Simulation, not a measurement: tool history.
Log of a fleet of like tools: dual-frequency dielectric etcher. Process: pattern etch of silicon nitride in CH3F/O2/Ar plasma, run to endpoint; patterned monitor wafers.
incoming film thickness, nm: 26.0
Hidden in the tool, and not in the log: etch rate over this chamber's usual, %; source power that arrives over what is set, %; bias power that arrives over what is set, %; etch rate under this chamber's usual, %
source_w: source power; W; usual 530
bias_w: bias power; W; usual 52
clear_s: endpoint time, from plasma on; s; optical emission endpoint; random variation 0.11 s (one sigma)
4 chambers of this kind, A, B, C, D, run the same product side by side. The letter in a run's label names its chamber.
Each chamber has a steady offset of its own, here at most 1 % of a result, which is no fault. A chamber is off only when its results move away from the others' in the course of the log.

run	hour	source_w	bias_w	hours since the last wet clean	hours since the last source power generator calibration	hours since the last bias power generator calibration	clear_s
1D	11.6	530	52	363.1	949.9	1438.6	37.135
2A	22.4	530	52	388.2	1387.5	438.0	37.858
3C	31.3	530	52	326.0	1068.3	1555.5	37.432
4B	38.1	530	52	350.0	402.3	1939.5	37.464
5A	48.0	530	52	413.8	1413.1	463.6	37.900
6B	56.5	530	52	368.4	420.7	1957.9	37.593
7C	66.6	530	52	361.3	1103.6	1590.8	37.298
8D	78.5	530	52	430.0	1016.8	1505.5	37.086
9A	90.4	530	52	456.2	1455.5	506.0	37.694
# hour 100.1: chamber A: wet clean of the chamber
10D	102.0	530	52	453.5	1040.3	1529.0	37.584
11B	108.8	530	52	420.7	473.0	2010.2	37.485
12C	117.2	530	52	411.9	1154.2	1641.4	37.502
13C	127.9	590	52	422.6	1164.9	1652.1	35.929
# hour 133.0: chamber B: wet clean of the chamber
14B	139.1	590	52	6.1	503.3	2040.5	36.049
15D	146.2	590	52	497.7	1084.5	1573.2	35.738
16A	155.7	590	52	55.7	1520.8	571.3	36.229
# hour 161.4: chamber D: wet clean of the chamber
17B	163.7	630	43	30.7	527.9	2065.1	37.128
18C	175.8	630	43	470.5	1212.8	1700.0	36.737
19D	186.6	630	43	25.3	1124.9	1613.6	36.846
20A	193.7	630	43	93.7	1558.8	609.3	37.361
# hour 198.7: chamber C: wet clean of the chamber
21C	205.9	530	52	7.2	1242.9	1730.1	38.376
22B	218.4	530	52	85.4	582.6	2119.8	37.427
23A	226.8	530	52	126.8	1591.9	642.4	37.816
24D	233.4	530	52	72.1	1171.7	1660.4	37.370
25A	245.9	530	52	145.9	1611.0	661.5	37.769
26D	254.3	530	57	93.0	1192.6	1681.3	36.343
27C	266.8	530	57	68.1	1303.8	1791.0	37.486
28B	278.2	530	57	145.2	642.4	2179.6	36.470
29B	286.5	530	57	153.5	650.7	2187.9	36.355
30A	292.1	530	52	192.1	1657.2	707.7	37.773
31C	301.2	530	52	102.5	1338.2	1825.4	38.470
32D	312.1	530	52	150.8	1250.4	1739.1	37.477
33B	323.9	580	60	190.9	688.1	2225.3	34.542
34C	330.1	580	60	131.4	1367.1	1854.3	35.366
35D	338.1	580	60	176.8	1276.4	1765.1	34.428
36A	347.9	580	60	247.9	1713.0	763.5	34.853
37C	360.6	530	52	161.9	1397.6	1884.8	38.394
38D	366.9	530	52	205.6	1305.2	1793.9	37.425
39B	375.8	530	52	242.8	740.0	2277.2	37.596

Is one chamber off against the others, does the gauge drift, or is nothing wrong? If a chamber is off, say which, and what the likeliest cause is.

A service left chamber C off against the others.
Cause: etch rate under this chamber's usual, % = 2.57.

Here are 4 candidates for chamber C's next run, each the usual settings with a change, their results left as question marks. Which one brings its results back in line with what the others give on the usual settings?
In line means no further than this from the other chambers' mean on the usual settings: clear_s 0.400 s
40C-1	385.0	590	52				?
40C-2	385.0	530	56				?
40C-3	385.0	530	45				?
40C-4	385.0	500	52				?

The other chambers' mean on the usual settings: clear_s 37.546 s
run	clear_s
40C-1	36.701
40C-2	37.382
40C-3	39.965
40C-4	39.125
40C-2 brings the chamber back in line.
